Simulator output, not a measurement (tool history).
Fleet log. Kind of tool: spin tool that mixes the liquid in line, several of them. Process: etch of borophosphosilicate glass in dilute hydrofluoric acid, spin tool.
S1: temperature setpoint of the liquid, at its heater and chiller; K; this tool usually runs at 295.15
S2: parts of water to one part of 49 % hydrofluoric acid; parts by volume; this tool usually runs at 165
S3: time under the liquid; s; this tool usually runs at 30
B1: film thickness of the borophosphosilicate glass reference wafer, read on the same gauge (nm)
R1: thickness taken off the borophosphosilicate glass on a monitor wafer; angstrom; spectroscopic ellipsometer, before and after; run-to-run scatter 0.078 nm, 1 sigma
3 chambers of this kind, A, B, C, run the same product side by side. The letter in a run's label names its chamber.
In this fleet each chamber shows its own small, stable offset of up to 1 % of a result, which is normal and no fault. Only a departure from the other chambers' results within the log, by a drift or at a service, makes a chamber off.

Run 1C, hour 6: usual settings; B1 99.964. Result: R1 114.01 angstrom.
Run 2B, hour 16: usual settings; B1 99.995. Result: R1 111.06 angstrom.
Run 3A, hour 28.1: usual settings; B1 100.02. Result: R1 112.28 angstrom.
Run 4B, hour 37: usual settings; B1 99.992. Result: R1 112.39 angstrom.
Run 5C, hour 44.4: usual settings; B1 100.01. Result: R1 112.61 angstrom.
Run 6A, hour 50.9: usual settings; B1 99.999. Result: R1 111.91 angstrom.
Run 7B, hour 63.4: usual settings; B1 100.01. Result: R1 111.11 angstrom.
Run 8C, hour 73.8: usual settings; B1 100. Result: R1 113.58 angstrom.
Run 9A, hour 85.5: usual settings; B1 100.02. Result: R1 113.92 angstrom.
Run 10B, hour 97.3: usual settings; B1 100.04. Result: R1 112.43 angstrom.
Run 11A, hour 103.5: usual settings; B1 100.04. Result: R1 113.44 angstrom.
Run 12C, hour 115.5: usual settings; B1 99.957. Result: R1 113.84 angstrom.
Run 13A, hour 127.1: usual settings; B1 99.966. Result: R1 113.96 angstrom.
Run 14B, hour 134.5: usual settings; B1 99.983. Result: R1 112.1 angstrom.
Run 15C, hour 146.9: usual settings; B1 100.01. Result: R1 113.79 angstrom.
Run 16C, hour 158.7: usual settings; B1 100.04. Result: R1 114.04 angstrom.
Run 17A, hour 170.6: usual settings; B1 100.02. Result: R1 114.71 angstrom.
Run 18B, hour 183.7: usual settings but S1 293.65 K; B1 99.981. Result: R1 105.26 angstrom.
Run 19A, hour 197.3: usual settings but S1 293.65 K; B1 99.985. Result: R1 110.4 angstrom.
Run 20B, hour 205: usual settings but S1 293.65 K; B1 99.965. Result: R1 106.6 angstrom.
Run 21C, hour 211.8: usual settings; B1 100. Result: R1 114.48 angstrom.
Run 22A, hour 225.2: usual settings; B1 99.967. Result: R1 118.09 angstrom.
Run 23B, hour 238.9: usual settings; B1 99.999. Result: R1 111.87 angstrom.
Run 24C, hour 245.7: usual settings; B1 100. Result: R1 113.38 angstrom.

Read the log: is a single chamber off, either drifting away or since a service, is the gauge that measures every chamber drifting, or is nothing wrong beyond small per-chamber offsets? Name any odd chamber and what most likely caused it.

Chamber A drifts away from the others.
Cause: hydrofluoric acid flow above the setpoint (%) = 5.36.
The log may not separate it from: liquid hotter than its thermometer reads (K).

Chamber A could run next with any of the 4 candidate recipes listed below; each alters the usual settings, and their results appear as question marks. Which one brings its results back in line with what the other chambers deliver on the usual settings?
Counts as in line when no further than this from what the other chambers average on the usual settings: R1 2.7 angstrom
Run 25A-1, hour 255.6: usual settings but S1 293.65 K. Result: R1 ?.
Run 25A-2, hour 255.6: usual settings but S1 292.15 K. Result: R1 ?.
Run 25A-3, hour 255.6: usual settings but S1 296.65 K. Result: R1 ?.
Run 25A-4, hour 255.6: usual settings but S1 298.15 K. Result: R1 ?.

The other chambers' mean on the usual settings: R1 112.7 angstrom
  run      R1
25A-1  112.61
25A-2  106.18
25A-3  126.34
25A-4   133.6
25A-1 puts the chamber back in line with the other chambers.

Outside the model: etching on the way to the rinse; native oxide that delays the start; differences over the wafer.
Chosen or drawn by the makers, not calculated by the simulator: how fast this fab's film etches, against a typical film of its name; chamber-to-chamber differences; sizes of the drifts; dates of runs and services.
